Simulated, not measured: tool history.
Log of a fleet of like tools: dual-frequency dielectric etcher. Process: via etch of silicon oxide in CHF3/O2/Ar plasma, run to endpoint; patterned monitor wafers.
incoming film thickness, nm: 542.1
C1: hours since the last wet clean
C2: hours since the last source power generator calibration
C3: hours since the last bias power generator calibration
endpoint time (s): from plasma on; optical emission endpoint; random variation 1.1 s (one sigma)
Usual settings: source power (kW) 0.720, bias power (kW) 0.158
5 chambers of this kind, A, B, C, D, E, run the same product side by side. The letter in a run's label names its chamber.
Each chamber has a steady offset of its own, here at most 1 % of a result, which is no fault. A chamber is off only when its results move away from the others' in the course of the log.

run 1B hour=4.7 | source_power_(kW)=0.720 bias_power_(kW)=0.158 | C1=207.9 C2=333.2 C3=865.5 | endpoint_time_(s)=267.52
run 2E hour=9.6 | source_power_(kW)=0.720 bias_power_(kW)=0.158 | C1=229.2 C2=2766.4 C3=535.1 | endpoint_time_(s)=269.59
run 3C hour=13.8 | source_power_(kW)=0.720 bias_power_(kW)=0.158 | C1=134.1 C2=2597.1 C3=1165.9 | endpoint_time_(s)=264.68
run 4A hour=20.6 | source_power_(kW)=0.720 bias_power_(kW)=0.158 | C1=465.7 C2=615.8 C3=619.8 | endpoint_time_(s)=266.93
run 5D hour=27.0 | source_power_(kW)=0.720 bias_power_(kW)=0.158 | C1=89.9 C2=1175.1 C3=2409.6 | endpoint_time_(s)=269.25
run 6C hour=33.9 | source_power_(kW)=0.720 bias_power_(kW)=0.158 | C1=154.2 C2=2617.2 C3=1186.0 | endpoint_time_(s)=267.20
run 7B hour=37.2 | source_power_(kW)=0.720 bias_power_(kW)=0.158 | C1=240.4 C2=365.7 C3=898.0 | endpoint_time_(s)=268.19
run 8E hour=40.5 | source_power_(kW)=0.720 bias_power_(kW)=0.158 | C1=260.1 C2=2797.3 C3=566.0 | endpoint_time_(s)=268.57
run 9A hour=44.7 | source_power_(kW)=0.720 bias_power_(kW)=0.158 | C1=489.8 C2=639.9 C3=643.9 | endpoint_time_(s)=268.50
run 10D hour=49.8 | source_power_(kW)=0.720 bias_power_(kW)=0.158 | C1=112.7 C2=1197.9 C3=2432.4 | endpoint_time_(s)=268.69
run 11B hour=54.5 | source_power_(kW)=0.720 bias_power_(kW)=0.158 | C1=257.7 C2=383.0 C3=915.3 | endpoint_time_(s)=267.04
run 12E hour=59.8 | source_power_(kW)=0.720 bias_power_(kW)=0.158 | C1=279.4 C2=2816.6 C3=585.3 | endpoint_time_(s)=269.02
run 13A hour=66.4 | source_power_(kW)=0.720 bias_power_(kW)=0.158 | C1=511.5 C2=661.6 C3=665.6 | endpoint_time_(s)=267.06
-- hour=69.8 chamber A: wet clean of the chamber
run 14D hour=73.3 | source_power_(kW)=0.720 bias_power_(kW)=0.158 | C1=136.2 C2=1221.4 C3=2455.9 | endpoint_time_(s)=269.60
run 15C hour=77.2 | source_power_(kW)=0.720 bias_power_(kW)=0.158 | C1=197.5 C2=2660.5 C3=1229.3 | endpoint_time_(s)=267.99
run 16E hour=81.7 | source_power_(kW)=0.840 bias_power_(kW)=0.158 | C1=301.3 C2=2838.5 C3=607.2 | endpoint_time_(s)=255.79
run 17A hour=87.6 | source_power_(kW)=0.840 bias_power_(kW)=0.158 | C1=17.8 C2=682.8 C3=686.8 | endpoint_time_(s)=261.24
-- hour=88.7 chamber E: wet clean of the chamber
run 18C hour=94.4 | source_power_(kW)=0.840 bias_power_(kW)=0.158 | C1=214.7 C2=2677.7 C3=1246.5 | endpoint_time_(s)=250.97
run 19B hour=98.9 | source_power_(kW)=0.840 bias_power_(kW)=0.158 | C1=302.1 C2=427.4 C3=959.7 | endpoint_time_(s)=253.12
run 20D hour=103.2 | source_power_(kW)=0.840 bias_power_(kW)=0.158 | C1=166.1 C2=1251.3 C3=2485.8 | endpoint_time_(s)=252.90
run 21C hour=108.1 | source_power_(kW)=0.720 bias_power_(kW)=0.158 | C1=228.4 C2=2691.4 C3=1260.2 | endpoint_time_(s)=266.70
run 22A hour=115.0 | source_power_(kW)=0.720 bias_power_(kW)=0.158 | C1=45.2 C2=710.2 C3=714.2 | endpoint_time_(s)=278.83
run 23E hour=121.7 | source_power_(kW)=0.720 bias_power_(kW)=0.158 | C1=33.1 C2=2878.5 C3=647.2 | endpoint_time_(s)=269.13
run 24D hour=126.7 | source_power_(kW)=0.720 bias_power_(kW)=0.158 | C1=189.6 C2=1274.8 C3=2509.3 | endpoint_time_(s)=266.83
run 25B hour=130.0 | source_power_(kW)=0.720 bias_power_(kW)=0.158 | C1=333.2 C2=458.5 C3=990.8 | endpoint_time_(s)=269.34
run 26C hour=134.1 | source_power_(kW)=0.720 bias_power_(kW)=0.158 | C1=254.4 C2=2717.4 C3=1286.2 | endpoint_time_(s)=263.57
run 27B hour=137.1 | source_power_(kW)=0.720 bias_power_(kW)=0.158 | C1=340.3 C2=465.6 C3=997.9 | endpoint_time_(s)=268.72
run 28E hour=142.3 | source_power_(kW)=0.720 bias_power_(kW)=0.158 | C1=53.7 C2=2899.1 C3=667.8 | endpoint_time_(s)=269.67
run 29D hour=145.8 | source_power_(kW)=0.720 bias_power_(kW)=0.158 | C1=208.7 C2=1293.9 C3=2528.4 | endpoint_time_(s)=268.97
run 30A hour=150.8 | source_power_(kW)=0.720 bias_power_(kW)=0.158 | C1=81.0 C2=746.0 C3=750.0 | endpoint_time_(s)=277.03
run 31B hour=155.4 | source_power_(kW)=0.720 bias_power_(kW)=0.158 | C1=358.6 C2=483.9 C3=1016.2 | endpoint_time_(s)=266.77
run 32A hour=159.2 | source_power_(kW)=0.720 bias_power_(kW)=0.158 | C1=89.4 C2=754.4 C3=758.4 | endpoint_time_(s)=277.11
run 33C hour=163.9 | source_power_(kW)=0.720 bias_power_(kW)=0.158 | C1=284.2 C2=2747.2 C3=1316.0 | endpoint_time_(s)=266.26
run 34E hour=168.3 | source_power_(kW)=0.720 bias_power_(kW)=0.158 | C1=79.7 C2=2925.1 C3=693.8 | endpoint_time_(s)=268.98

Next, every chamber runs the same settings. What will each give?
run 35A hour=173.4 | source_power_(kW)=0.720 bias_power_(kW)=0.158 | endpoint_time_(s)=?
run 35B hour=173.4 | source_power_(kW)=0.720 bias_power_(kW)=0.158 | endpoint_time_(s)=?
run 35C hour=173.4 | source_power_(kW)=0.720 bias_power_(kW)=0.158 | endpoint_time_(s)=?
run 35D hour=173.4 | source_power_(kW)=0.720 bias_power_(kW)=0.158 | endpoint_time_(s)=?
run 35E hour=173.4 | source_power_(kW)=0.720 bias_power_(kW)=0.158 | endpoint_time_(s)=?

run=35A endpoint_time_(s)=277.43
run=35B endpoint_time_(s)=266.68
run=35C endpoint_time_(s)=265.13
run=35D endpoint_time_(s)=267.79
run=35E endpoint_time_(s)=271.15
